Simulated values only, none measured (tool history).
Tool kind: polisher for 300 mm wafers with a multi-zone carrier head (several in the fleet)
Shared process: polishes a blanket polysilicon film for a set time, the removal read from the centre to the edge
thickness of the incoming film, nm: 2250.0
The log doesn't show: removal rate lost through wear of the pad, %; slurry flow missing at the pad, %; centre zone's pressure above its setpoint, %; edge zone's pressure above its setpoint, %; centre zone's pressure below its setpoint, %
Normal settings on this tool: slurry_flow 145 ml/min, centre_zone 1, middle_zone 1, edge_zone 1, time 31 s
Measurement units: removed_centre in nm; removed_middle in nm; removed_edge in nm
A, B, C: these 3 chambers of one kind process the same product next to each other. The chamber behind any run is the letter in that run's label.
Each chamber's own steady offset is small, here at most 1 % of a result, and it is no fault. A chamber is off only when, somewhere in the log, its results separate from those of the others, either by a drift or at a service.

run,hour,slurry_flow,centre_zone,middle_zone,edge_zone,time,wafers polished on this pad,hours since the slurry nozzle was cleaned,hours since the centre zone pressure was calibrated,hours since the edge zone pressure was calibrated,removed_centre,removed_middle,removed_edge
1C,6.6,145,1,1,1,31,137,107.8,475.6,17.5,138.16,140.93,140.51
# hour 9.2: chamber A: worn pad replaced by a new one
2A,13.7,145,1,1,1,31,55,359.3,785.2,275.1,141,137.64,141.76
3B,19.2,145,1,1,1,31,292,154.3,438.9,355.5,142.45,140.45,142.24
4A,24.4,145,1,1,1,31,188,370,795.9,285.8,142.85,143.51,138.46
5B,29.5,145,1,1,1,31,419,164.6,449.2,365.8,141.28,140.5,138.97
# hour 32.2: chamber B: worn pad replaced by a new one
6C,36.9,145,1,1,1,31,512,138.1,505.9,47.8,139.98,140.28,138.96
# hour 41.9: chamber C: worn pad replaced by a new one
7B,44,145,1,1.05,1,31,147,179.1,463.7,380.3,141.6,148.4,142.6
8A,52.3,145,1,1.05,1,31,533,397.9,823.8,313.7,144.05,145.47,141.53
9C,61,145,1,1.05,1,31,237,162.2,530,71.9,138.73,145.61,139.41
10A,66.6,145,1,1,1,31,710,412.2,838.1,328,140.2,138.66,137.47
11C,73,145,1,1,1,31,386,174.2,542,83.9,138.15,137.89,142.49
# hour 79.4: chamber B: worn pad replaced by a new one
12B,80.8,145,1,1,1,31,17,215.9,500.5,417.1,138.71,141.94,141.42
# hour 81.7: chamber C: worn pad replaced by a new one
# hour 86.5: chamber A: worn pad replaced by a new one
13B,88,145,1,1,1,31,106,223.1,507.7,424.3,140.12,139.33,138.54
14A,96.4,145,1,1,1,31,123,442,867.9,357.8,143.49,140.99,140.17
15C,103.6,145,1,1,1,31,271,204.8,572.6,114.5,140.04,137.86,140.89
16B,111.1,145,1,1,1,31,392,246.2,530.8,447.4,140.05,137.26,136.64
17C,116.2,100,1,1,1,31,427,217.4,585.2,127.1,126.45,130.04,130.25
# hour 121: chamber B: worn pad replaced by a new one
18A,121.9,100,1,1,1,31,439,467.5,893.4,383.3,126.13,129.19,131.63
# hour 125.5: chamber C: worn pad replaced by a new one
19A,127,100,1,1,1,31,502,472.6,898.5,388.4,128.66,129.85,131.71
20B,134.1,145,1,1,1,31,163,269.2,553.8,470.4,138.66,135.05,141.8
21C,141.2,145,1,1,1,31,195,242.4,610.2,152.1,139.25,140.52,142.88
22A,148.1,145,1,1,1,31,763,493.7,919.6,409.5,137.48,139.92,140.15
23B,154,145,1,1,1,31,409,289.1,573.7,490.3,133.68,131.94,139.44
# hour 155.9: chamber A: worn pad replaced by a new one
24C,159.5,145,1,1,1,31,422,260.7,628.5,170.4,139.85,143.49,141.74
# hour 163.6: chamber B: worn pad replaced by a new one
25B,167.9,145,1,1,1,31,53,303,587.6,504.2,130.97,135.85,135.97
# hour 171.1: chamber C: worn pad replaced by a new one
26A,176.5,145,1,1,1,31,255,522.1,948,437.9,142.29,138.25,138.79
27C,181.3,145,1,1,1,31,127,282.5,650.3,192.2,139.43,135.63,140.57
28C,187.2,145,1,1,1,31,200,288.4,656.2,198.1,137.04,139.22,140.61
29B,192.1,145,1,1,0.9,35,353,327.2,611.8,528.4,142.4,146.16,144.93
# hour 194.8: chamber A: centre zone pressure recalibrated
30A,200.7,145,1,1,0.9,35,554,546.3,6,462.1,156.47,154.59,149.25
31C,206.1,145,1,1,0.9,35,434,307.3,675.1,217,153.95,156.49,147.81

Has any chamber moved away from the others, gradually or after a service, or does the common gauge drift, or do the chambers differ only by their own small steady offsets? State the chamber and the most likely cause if one applies.

Chamber B drifts away from the others.
Cause: slurry flow missing at the pad, % = 35.3.

Which of the 4 candidates below, each the usual settings with something changed and its results left as question marks, puts chamber B back in line with what the other chambers give on the usual settings?
In line means no further than this from the other chambers' mean on the usual settings: removed_centre 5.5 nm; removed_middle 5.6 nm; removed_edge 5.3 nm
32B-1,212.5,145,0.99,1,1,30,,,,,?,?,?
32B-2,212.5,140,0.98,0.99,1.01,29,,,,,?,?,?
32B-3,212.5,150,1.02,1.01,0.99,33,,,,,?,?,?
32B-4,212.5,145,1.01,1,1,32,,,,,?,?,?

The mean the other chambers reach with the usual settings: removed_centre 139.57 nm; removed_middle 139.69 nm; removed_edge 140.34 nm
run,removed_centre,removed_middle,removed_edge
32B-1,120.32,123.2,126.42
32B-2,113.63,116.79,122
32B-3,138.35,138.07,139.22
32B-4,131.22,131.39,134.84
Change 32B-3 lands the chamber within the allowed miss of the other chambers.

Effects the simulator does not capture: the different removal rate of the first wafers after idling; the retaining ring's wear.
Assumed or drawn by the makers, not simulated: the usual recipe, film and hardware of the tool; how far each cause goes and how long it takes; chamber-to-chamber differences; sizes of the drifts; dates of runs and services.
